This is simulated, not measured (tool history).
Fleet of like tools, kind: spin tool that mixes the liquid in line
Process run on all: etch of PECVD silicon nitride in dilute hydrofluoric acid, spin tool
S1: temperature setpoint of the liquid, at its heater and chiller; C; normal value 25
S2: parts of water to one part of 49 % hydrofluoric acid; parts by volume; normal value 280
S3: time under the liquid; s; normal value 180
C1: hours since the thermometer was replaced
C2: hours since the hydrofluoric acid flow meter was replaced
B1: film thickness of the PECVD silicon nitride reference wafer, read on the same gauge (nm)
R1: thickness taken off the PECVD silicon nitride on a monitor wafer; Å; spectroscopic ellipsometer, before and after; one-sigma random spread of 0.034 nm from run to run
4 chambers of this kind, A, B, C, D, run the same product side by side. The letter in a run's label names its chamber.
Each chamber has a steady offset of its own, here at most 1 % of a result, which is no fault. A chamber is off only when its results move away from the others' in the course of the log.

Run 1D, hour 3.8: usual settings; C1 735.7; C2 1579.1; B1 89.99. Result: R1 27.296 Å.
Run 2B, hour 7.7: usual settings; C1 1051.9; C2 399.9; B1 90.021. Result: R1 27.826 Å.
Run 3A, hour 10.6: usual settings; C1 674.5; C2 127.3; B1 90.009. Result: R1 28.147 Å.
Run 4C, hour 15.5: usual settings; C1 1682.2; C2 1750.3; B1 90.012. Result: R1 27.12 Å.
Run 5B, hour 18.7: usual settings; C1 1062.9; C2 410.9; B1 90. Result: R1 26.957 Å.
Run 6C, hour 21.3: usual settings; C1 1688; C2 1756.1; B1 90.015. Result: R1 27.78 Å.
Run 7A, hour 25.7: usual settings; C1 689.6; C2 142.4; B1 89.989. Result: R1 28.03 Å.
Run 8D, hour 28.3: usual settings; C1 760.2; C2 1603.6; B1 90.005. Result: R1 27.064 Å.
Run 9D, hour 31.3: usual settings; C1 763.2; C2 1606.6; B1 90.004. Result: R1 27.199 Å.
Run 10C, hour 34.5: usual settings; C1 1701.2; C2 1769.3; B1 90.009. Result: R1 27.949 Å.
Run 11B, hour 37: usual settings but S2 200 parts by volume; C1 1081.2; C2 429.2; B1 90.013. Result: R1 39.049 Å.
Run 12A, hour 41.5: usual settings but S2 200 parts by volume; C1 705.4; C2 158.2; B1 89.996. Result: R1 38.407 Å.
Run 13A, hour 43.9: usual settings but S2 200 parts by volume; C1 707.8; C2 160.6; B1 90.007. Result: R1 38.718 Å.
Run 14D, hour 49: usual settings but S2 200 parts by volume; C1 780.9; C2 1624.3; B1 89.996. Result: R1 38.211 Å.
Run 15C, hour 51.9: usual settings; C1 1718.6; C2 1786.7; B1 90.007. Result: R1 27.595 Å.
Run 16B, hour 56: usual settings; C1 1100.2; C2 448.2; B1 90.012. Result: R1 27.637 Å.
Run 17C, hour 59.4: usual settings; C1 1726.1; C2 1794.2; B1 89.988. Result: R1 27.912 Å.
Run 18A, hour 62.7: usual settings; C1 726.6; C2 179.4; B1 90.017. Result: R1 27.457 Å.
Run 19B, hour 65.6: usual settings; C1 1109.8; C2 457.8; B1 89.993. Result: R1 27.796 Å.
Run 20D, hour 67.8: usual settings; C1 799.7; C2 1643.1; B1 90. Result: R1 27.46 Å.
Run 21B, hour 72.1: usual settings but S1 21.5 C; C1 1116.3; C2 464.3; B1 89.999. Result: R1 22.435 Å.
Run 22A, hour 75.6: usual settings but S1 21.5 C; C1 739.5; C2 192.3; B1 89.984. Result: R1 22.139 Å.
Run 23C, hour 80.5: usual settings but S1 21.5 C; C1 1747.2; C2 1815.3; B1 89.997. Result: R1 22.197 Å.
Run 24D, hour 82.8: usual settings but S1 21.5 C; C1 814.7; C2 1658.1; B1 90. Result: R1 22.228 Å.
Run 25A, hour 87: usual settings; C1 750.9; C2 203.7; B1 89.988. Result: R1 27.629 Å.
Run 26C, hour 92.1: usual settings; C1 1758.8; C2 1826.9; B1 89.999. Result: R1 27.176 Å.
Run 27B, hour 94.4: usual settings but S1 28 C; C1 1138.6; C2 486.6; B1 90.004. Result: R1 33.09 Å.
Run 28D, hour 97.3: usual settings but S1 28 C; C1 829.2; C2 1672.6; B1 89.992. Result: R1 32.829 Å.

Is one chamber out of step, is the gauge drifting, or do the chambers differ by no more than their own small offsets? For an off chamber, give its letter and the likeliest cause.

The fleet is healthy, with each chamber sitting at its usual small offset and no drift in the gauge.

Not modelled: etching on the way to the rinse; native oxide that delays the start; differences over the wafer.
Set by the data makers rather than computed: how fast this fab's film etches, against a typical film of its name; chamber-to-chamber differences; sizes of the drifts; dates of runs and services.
